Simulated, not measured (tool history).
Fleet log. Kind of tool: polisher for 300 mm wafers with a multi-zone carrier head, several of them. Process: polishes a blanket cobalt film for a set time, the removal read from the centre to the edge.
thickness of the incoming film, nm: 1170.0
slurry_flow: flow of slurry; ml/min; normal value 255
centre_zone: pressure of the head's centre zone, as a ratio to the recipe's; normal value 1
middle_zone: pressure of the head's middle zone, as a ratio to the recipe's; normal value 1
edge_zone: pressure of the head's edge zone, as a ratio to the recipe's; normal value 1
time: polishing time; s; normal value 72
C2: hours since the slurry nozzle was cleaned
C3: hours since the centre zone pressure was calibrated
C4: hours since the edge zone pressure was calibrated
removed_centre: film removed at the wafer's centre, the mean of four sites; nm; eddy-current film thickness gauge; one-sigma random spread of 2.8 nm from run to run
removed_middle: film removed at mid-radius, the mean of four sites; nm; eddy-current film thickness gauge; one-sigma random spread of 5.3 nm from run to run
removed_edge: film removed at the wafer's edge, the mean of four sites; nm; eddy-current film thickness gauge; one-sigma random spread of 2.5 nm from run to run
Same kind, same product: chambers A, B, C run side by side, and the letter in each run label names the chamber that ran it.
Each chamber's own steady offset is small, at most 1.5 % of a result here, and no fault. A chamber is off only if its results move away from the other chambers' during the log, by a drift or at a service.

Run 1B, hour 10.2: usual settings; wafers polished on this pad 683; C2 108.4; C3 224.0; C4 237.1. Result: removed_centre 393.05 nm, removed_middle 381.38 nm, removed_edge 391.40 nm.
At hour 18.7: chamber A: slurry nozzle cleaned.
Run 2C, hour 18.9: usual settings; wafers polished on this pad 382; C2 165.1; C3 348.4; C4 546.5. Result: removed_centre 388.46 nm, removed_middle 392.27 nm, removed_edge 386.40 nm.
Run 3A, hour 27.0: usual settings; wafers polished on this pad 326; C2 8.3; C3 259.0; C4 183.7. Result: removed_centre 391.95 nm, removed_middle 388.04 nm, removed_edge 386.66 nm.
Run 4C, hour 36.2: usual settings; wafers polished on this pad 524; C2 182.4; C3 365.7; C4 563.8. Result: removed_centre 387.13 nm, removed_middle 383.15 nm, removed_edge 385.34 nm.
Run 5A, hour 42.0: usual settings; wafers polished on this pad 449; C2 23.3; C3 274.0; C4 198.7. Result: removed_centre 394.66 nm, removed_middle 388.71 nm, removed_edge 386.11 nm.
At hour 44.0: chamber C: worn pad replaced by a new one.
Run 6B, hour 48.2: usual settings; wafers polished on this pad 995; C2 146.4; C3 262.0; C4 275.1. Result: removed_centre 387.64 nm, removed_middle 386.36 nm, removed_edge 390.86 nm.
Run 7B, hour 53.6: usual settings; wafers polished on this pad 1039; C2 151.8; C3 267.4; C4 280.5. Result: removed_centre 390.54 nm, removed_middle 382.58 nm, removed_edge 391.32 nm.
Run 8A, hour 64.2: usual settings; wafers polished on this pad 631; C2 45.5; C3 296.2; C4 220.9. Result: removed_centre 388.82 nm, removed_middle 389.26 nm, removed_edge 389.53 nm.
At hour 65.8: chamber C: centre zone pressure recalibrated.
Run 9C, hour 73.3: usual settings; wafers polished on this pad 240; C2 219.5; C3 7.6; C4 600.9. Result: removed_centre 389.06 nm, removed_middle 395.78 nm, removed_edge 385.66 nm.
Run 10B, hour 82.8: usual settings; wafers polished on this pad 1279; C2 181.0; C3 296.6; C4 309.7. Result: removed_centre 396.14 nm, removed_middle 378.82 nm, removed_edge 381.63 nm.
Run 11C, hour 89.2: usual settings; wafers polished on this pad 370; C2 235.4; C3 23.5; C4 616.8. Result: removed_centre 391.40 nm, removed_middle 383.71 nm, removed_edge 391.62 nm.
Run 12A, hour 99.6: usual settings; wafers polished on this pad 921; C2 80.9; C3 331.6; C4 256.3. Result: removed_centre 392.38 nm, removed_middle 388.80 nm, removed_edge 390.98 nm.
Run 13A, hour 104.9: usual settings; wafers polished on this pad 965; C2 86.2; C3 336.9; C4 261.6. Result: removed_centre 391.48 nm, removed_middle 386.79 nm, removed_edge 385.63 nm.
At hour 110.4: chamber C: worn pad replaced by a new one.
Run 14B, hour 111.2: usual settings; wafers polished on this pad 1512; C2 209.4; C3 325.0; C4 338.1. Result: removed_centre 382.94 nm, removed_middle 376.87 nm, removed_edge 381.82 nm.
Run 15C, hour 118.5: usual settings; wafers polished on this pad 67; C2 264.7; C3 52.8; C4 646.1. Result: removed_centre 388.64 nm, removed_middle 381.49 nm, removed_edge 386.37 nm.
Run 16B, hour 126.5: usual settings; wafers polished on this pad 1637; C2 224.7; C3 340.3; C4 353.4. Result: removed_centre 376.26 nm, removed_middle 363.38 nm, removed_edge 377.14 nm.
At hour 130.9: chamber C: slurry nozzle cleaned.
Run 17C, hour 135.9: usual settings; wafers polished on this pad 209; C2 5.1; C3 70.2; C4 663.5. Result: removed_centre 390.34 nm, removed_middle 381.65 nm, removed_edge 387.03 nm.
Run 18A, hour 143.7: usual settings; wafers polished on this pad 1283; C2 125.0; C3 375.7; C4 300.4. Result: removed_centre 393.23 nm, removed_middle 392.96 nm, removed_edge 388.29 nm.
At hour 149.2: chamber A: worn pad replaced by a new one.
Run 19C, hour 153.1: usual settings; wafers polished on this pad 350; C2 22.3; C3 87.4; C4 680.7. Result: removed_centre 390.73 nm, removed_middle 387.85 nm, removed_edge 388.72 nm.
Run 20A, hour 163.9: usual settings; wafers polished on this pad 120; C2 145.2; C3 395.9; C4 320.6. Result: removed_centre 396.12 nm, removed_middle 388.18 nm, removed_edge 387.38 nm.
Run 21B, hour 171.8: usual settings; wafers polished on this pad 2008; C2 270.0; C3 385.6; C4 398.7. Result: removed_centre 364.71 nm, removed_middle 358.45 nm, removed_edge 364.88 nm.
At hour 173.1: chamber B: slurry nozzle cleaned.
Run 22B, hour 181.1: usual settings; wafers polished on this pad 2085; C2 8.1; C3 394.9; C4 408.0. Result: removed_centre 368.84 nm, removed_middle 353.87 nm, removed_edge 364.21 nm.
At hour 181.8: chamber C: worn pad replaced by a new one.
Run 23A, hour 189.4: usual settings; wafers polished on this pad 329; C2 170.7; C3 421.4; C4 346.1. Result: removed_centre 389.77 nm, removed_middle 395.38 nm, removed_edge 391.81 nm.
Run 24C, hour 194.1: usual settings; wafers polished on this pad 100; C2 63.3; C3 128.4; C4 721.7. Result: removed_centre 387.91 nm, removed_middle 388.70 nm, removed_edge 387.66 nm.

Has any chamber moved away from the others, gradually or after a service, or does the common gauge drift, or do the chambers differ only by their own small steady offsets? State the chamber and the most likely cause if one applies.

One chamber, B, drifts off from the rest bit by bit.
Likeliest cause: removal rate lost through wear of the pad, % = 8.23.

Which of the 4 candidates below, each the usual settings with something changed and its results left as question marks, puts chamber B back in line with what the other chambers give on the usual settings?
Maximum distance from the other chambers' mean on the usual settings for a result to count as in line: removed_centre 9.90 nm; removed_middle 18.00 nm; removed_edge 8.90 nm
Run 25B-1, hour 201.8: usual settings but middle_zone 1.01, time 78 s. Result: removed_centre ?, removed_middle ?, removed_edge ?.
Run 25B-2, hour 201.8: usual settings but slurry_flow 250 ml/min, middle_zone 0.99, time 61 s. Result: removed_centre ?, removed_middle ?, removed_edge ?.
Run 25B-3, hour 201.8: usual settings but middle_zone 0.99, time 66 s. Result: removed_centre ?, removed_middle ?, removed_edge ?.
Run 25B-4, hour 201.8: usual settings but slurry_flow 260 ml/min, middle_zone 1.01, time 84 s. Result: removed_centre ?, removed_middle ?, removed_edge ?.

What the other chambers average on the usual settings: removed_centre 390.73 nm; removed_middle 387.69 nm; removed_edge 388.88 nm
  run  removed_centre  removed_middle  removed_edge
25B-1          388.22          387.09        390.34
25B-2          302.78          296.58        304.82
25B-3          328.44          321.64        330.38
25B-4          419.12          417.79        421.07
It is 25B-1 that realigns the chamber with its peers.
